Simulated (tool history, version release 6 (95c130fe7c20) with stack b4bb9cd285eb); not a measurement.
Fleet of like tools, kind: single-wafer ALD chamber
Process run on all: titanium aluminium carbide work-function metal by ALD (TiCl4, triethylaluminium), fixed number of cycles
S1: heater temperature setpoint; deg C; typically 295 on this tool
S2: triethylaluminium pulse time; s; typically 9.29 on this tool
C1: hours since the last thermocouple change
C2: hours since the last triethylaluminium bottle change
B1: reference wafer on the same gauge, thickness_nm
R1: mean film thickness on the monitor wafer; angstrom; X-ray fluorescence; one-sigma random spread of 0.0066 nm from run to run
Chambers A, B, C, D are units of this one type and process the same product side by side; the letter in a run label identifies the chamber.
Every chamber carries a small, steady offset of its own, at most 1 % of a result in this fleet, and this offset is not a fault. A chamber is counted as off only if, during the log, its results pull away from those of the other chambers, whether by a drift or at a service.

run 1D hour=4.2 | S1=295 S2=9.29 | C1=1115.7 C2=229.5 | B1=2.1298 | R1=19.355
run 2A hour=10 | S1=295 S2=9.29 | C1=1980.2 C2=476.5 | B1=2.1297 | R1=19.526
run 3B hour=16.6 | S1=295 S2=9.29 | C1=847.3 C2=481.9 | B1=2.1296 | R1=19.528
run 4C hour=22 | S1=295 S2=9.29 | C1=736.7 C2=1035 | B1=2.1318 | R1=19.336
run 5B hour=31.1 | S1=295 S2=9.29 | C1=861.8 C2=496.4 | B1=2.1306 | R1=19.551
run 6C hour=40.1 | S1=295 S2=9.29 | C1=754.8 C2=1053.1 | B1=2.1289 | R1=19.499
run 7A hour=44.8 | S1=295 S2=9.29 | C1=2015 C2=511.3 | B1=2.1296 | R1=19.538
run 8D hour=53.3 | S1=295 S2=9.29 | C1=1164.8 C2=278.6 | B1=2.1285 | R1=19.322
run 9D hour=58.6 | S1=295 S2=9.29 | C1=1170.1 C2=283.9 | B1=2.13 | R1=19.323
run 10C hour=62.6 | S1=295 S2=9.29 | C1=777.3 C2=1075.6 | B1=2.1291 | R1=19.475
run 11B hour=67.6 | S1=295 S2=9.29 | C1=898.3 C2=532.9 | B1=2.1303 | R1=19.499
run 12A hour=74.7 | S1=295 S2=9.29 | C1=2044.9 C2=541.2 | B1=2.1297 | R1=19.489
run 13C hour=80.2 | S1=295 S2=9.29 | C1=794.9 C2=1093.2 | B1=2.1327 | R1=19.481
-- hour=81.6 chamber C: triethylaluminium bottle replaced
-- hour=85.3 chamber A: thermocouple changed; heater temperature recalibrated
run 14B hour=88.4 | S1=295 S2=9.29 | C1=919.1 C2=553.7 | B1=2.1291 | R1=19.508
run 15D hour=93.8 | S1=295 S2=9.29 | C1=1205.3 C2=319.1 | B1=2.1304 | R1=19.29
run 16A hour=98.7 | S1=303 S2=7.85 | C1=13.4 C2=565.2 | B1=2.1317 | R1=19.681
run 17A hour=106 | S1=303 S2=7.85 | C1=20.7 C2=572.5 | B1=2.1318 | R1=19.715
run 18B hour=110.5 | S1=303 S2=7.85 | C1=941.2 C2=575.8 | B1=2.1302 | R1=19.702
run 19D hour=116.6 | S1=303 S2=7.85 | C1=1228.1 C2=341.9 | B1=2.1285 | R1=19.282
run 20C hour=124.2 | S1=289 S2=7.9 | C1=838.9 C2=42.7 | B1=2.1277 | R1=18.421
run 21B hour=129.9 | S1=289 S2=7.9 | C1=960.6 C2=595.2 | B1=2.1287 | R1=18.459
run 22D hour=134 | S1=289 S2=7.9 | C1=1245.5 C2=359.3 | B1=2.1309 | R1=18.226
run 23C hour=138.2 | S1=289 S2=7.9 | C1=852.9 C2=56.7 | B1=2.1306 | R1=18.444
run 24A hour=144.2 | S1=295 S2=9.29 | C1=58.9 C2=610.7 | B1=2.1303 | R1=19.497
run 25C hour=151.1 | S1=295 S2=9.29 | C1=865.8 C2=69.6 | B1=2.1304 | R1=19.506
run 26A hour=159 | S1=295 S2=9.29 | C1=73.7 C2=625.5 | B1=2.1301 | R1=19.507
run 27D hour=167.4 | S1=295 S2=9.29 | C1=1278.9 C2=392.7 | B1=2.1309 | R1=19.23
run 28B hour=171.7 | S1=295 S2=9.29 | C1=1002.4 C2=637 | B1=2.13 | R1=19.422
run 29B hour=177.5 | S1=295 S2=9.29 | C1=1008.2 C2=642.8 | B1=2.128 | R1=19.459
run 30A hour=183.6 | S1=295 S2=9.29 | C1=98.3 C2=650.1 | B1=2.132 | R1=19.465
run 31D hour=187.8 | S1=295 S2=9.29 | C1=1299.3 C2=413.1 | B1=2.1301 | R1=19.355
run 32C hour=192.6 | S1=295 S2=9.29 | C1=907.3 C2=111.1 | B1=2.1289 | R1=19.435
run 33B hour=198.7 | S1=295 S2=9.29 | C1=1029.4 C2=664 | B1=2.1296 | R1=19.524
run 34D hour=204.5 | S1=295 S2=9.29 | C1=1316 C2=429.8 | B1=2.1319 | R1=19.262
run 35C hour=209.3 | S1=295 S2=9.29 | C1=924 C2=127.8 | B1=2.1324 | R1=19.485
run 36A hour=215.7 | S1=295 S2=9.29 | C1=130.4 C2=682.2 | B1=2.1309 | R1=19.529
run 37A hour=224.1 | S1=295 S2=9.29 | C1=138.8 C2=690.6 | B1=2.1297 | R1=19.514
run 38B hour=228.9 | S1=295 S2=9.29 | C1=1059.6 C2=694.2 | B1=2.1297 | R1=19.581
run 39D hour=236 | S1=295 S2=9.29 | C1=1347.5 C2=461.3 | B1=2.1297 | R1=19.318
run 40C hour=241.1 | S1=295 S2=9.29 | C1=955.8 C2=159.6 | B1=2.1285 | R1=19.475
run 41B hour=246.4 | S1=295 S2=8.03 | C1=1077.1 C2=711.7 | B1=2.1298 | R1=18.96
run 42C hour=253.9 | S1=295 S2=8.03 | C1=968.6 C2=172.4 | B1=2.1278 | R1=19.015
run 43A hour=261.6 | S1=295 S2=8.03 | C1=176.3 C2=728.1 | B1=2.131 | R1=19.133
run 44D hour=269.2 | S1=295 S2=8.03 | C1=1380.7 C2=494.5 | B1=2.1303 | R1=18.866

Next, all 4 chambers run the settings below, one line each with question marks for the results. What does each chamber give?
run 45A hour=275.7 | S1=295 S2=10.89 | R1=?
run 45B hour=275.7 | S1=295 S2=10.89 | R1=?
run 45C hour=275.7 | S1=295 S2=10.89 | R1=?
run 45D hour=275.7 | S1=295 S2=10.89 | R1=?

run=45A R1=19.879
run=45B R1=19.869
run=45C R1=19.783
run=45D R1=19.656
